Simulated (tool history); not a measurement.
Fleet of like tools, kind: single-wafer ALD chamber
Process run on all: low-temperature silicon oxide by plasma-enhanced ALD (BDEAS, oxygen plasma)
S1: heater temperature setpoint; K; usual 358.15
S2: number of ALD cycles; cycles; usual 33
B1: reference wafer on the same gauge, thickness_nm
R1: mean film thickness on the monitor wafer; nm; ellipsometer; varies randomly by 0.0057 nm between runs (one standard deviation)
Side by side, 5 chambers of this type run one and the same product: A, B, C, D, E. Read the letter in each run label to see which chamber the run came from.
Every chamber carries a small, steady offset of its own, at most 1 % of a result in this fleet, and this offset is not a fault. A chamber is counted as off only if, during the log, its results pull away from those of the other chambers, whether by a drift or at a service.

Run 1D, day 0.354: usual settings; B1 3.9788. Result: R1 5.0010 nm.
Run 2C, day 0.700: usual settings; B1 3.9787. Result: R1 4.9815 nm.
Run 3A, day 0.979: usual settings; B1 3.9782. Result: R1 4.9415 nm.
Run 4B, day 1.538: usual settings; B1 3.9780. Result: R1 4.9846 nm.
Run 5E, day 1.875: usual settings; B1 3.9773. Result: R1 4.9506 nm.
Run 6C, day 2.317: usual settings; B1 3.9770. Result: R1 4.9824 nm.
Run 7A, day 2.583: usual settings; B1 3.9769. Result: R1 4.9438 nm.
Run 8D, day 3.133: usual settings; B1 3.9760. Result: R1 4.9875 nm.
Run 9B, day 3.700: usual settings; B1 3.9769. Result: R1 4.9865 nm.
Run 10E, day 3.962: usual settings; B1 3.9764. Result: R1 4.9386 nm.
Run 11C, day 4.354: usual settings but S2 29 cycles; B1 3.9753. Result: R1 4.3674 nm.
Run 12E, day 4.950: usual settings but S2 29 cycles; B1 3.9744. Result: R1 4.3545 nm.
Run 13A, day 5.338: usual settings but S2 29 cycles; B1 3.9739. Result: R1 4.3390 nm.
Run 14B, day 5.746: usual settings but S2 29 cycles; B1 3.9741. Result: R1 4.3719 nm.
Run 15D, day 6.104: usual settings but S2 29 cycles; B1 3.9725. Result: R1 4.3863 nm.
Run 16E, day 6.696: usual settings; B1 3.9727. Result: R1 4.9556 nm.
Run 17B, day 7.167: usual settings; B1 3.9716. Result: R1 4.9877 nm.
Run 18C, day 7.525: usual settings; B1 3.9707. Result: R1 4.9614 nm.
Run 19A, day 7.933: usual settings but S1 347.15 K, S2 28 cycles; B1 3.9703. Result: R1 4.3482 nm.
Run 20D, day 8.296: usual settings but S1 347.15 K, S2 28 cycles; B1 3.9697. Result: R1 4.3972 nm.
Run 21B, day 8.825: usual settings but S1 347.15 K, S2 28 cycles; B1 3.9694. Result: R1 4.3837 nm.
Run 22E, day 9.283: usual settings but S1 347.15 K, S2 28 cycles; B1 3.9679. Result: R1 4.3374 nm.
Run 23D, day 9.883: usual settings but S1 347.15 K, S2 28 cycles; B1 3.9687. Result: R1 4.3892 nm.
Run 24C, day 10.458: usual settings but S1 368.15 K, S2 37 cycles; B1 3.9672. Result: R1 5.3853 nm.
Run 25A, day 10.833: usual settings but S1 368.15 K, S2 37 cycles; B1 3.9676. Result: R1 5.3280 nm.
Run 26E, day 11.321: usual settings but S1 368.15 K, S2 37 cycles; B1 3.9651. Result: R1 5.3483 nm.
Run 27C, day 11.629: usual settings but S1 368.15 K, S2 37 cycles; B1 3.9673. Result: R1 5.3709 nm.
Run 28D, day 12.104: usual settings but S1 368.15 K, S2 37 cycles; B1 3.9656. Result: R1 5.3963 nm.
Run 29B, day 12.421: usual settings; B1 3.9647. Result: R1 4.9657 nm.
Run 30A, day 12.825: usual settings; B1 3.9639. Result: R1 4.9289 nm.
Run 31A, day 13.304: usual settings; B1 3.9653. Result: R1 4.9161 nm.
Run 32B, day 13.658: usual settings; B1 3.9641. Result: R1 4.9706 nm.
Run 33D, day 14.158: usual settings; B1 3.9633. Result: R1 4.9727 nm.
Run 34E, day 14.512: usual settings but S1 348.15 K; B1 3.9619. Result: R1 5.0895 nm.
Run 35C, day 15.112: usual settings but S1 348.15 K; B1 3.9616. Result: R1 5.1111 nm.
Run 36C, day 15.450: usual settings but S1 348.15 K; B1 3.9629. Result: R1 5.1226 nm.

Has any chamber moved away from the others, gradually or after a service, or does the common gauge drift, or do the chambers differ only by their own small steady offsets? State the chamber and the most likely cause if one applies.

The shared gauge is drifting. All chambers look as if they move in step, but none is off.
Cause: gauge reads low (%) = 0.468.
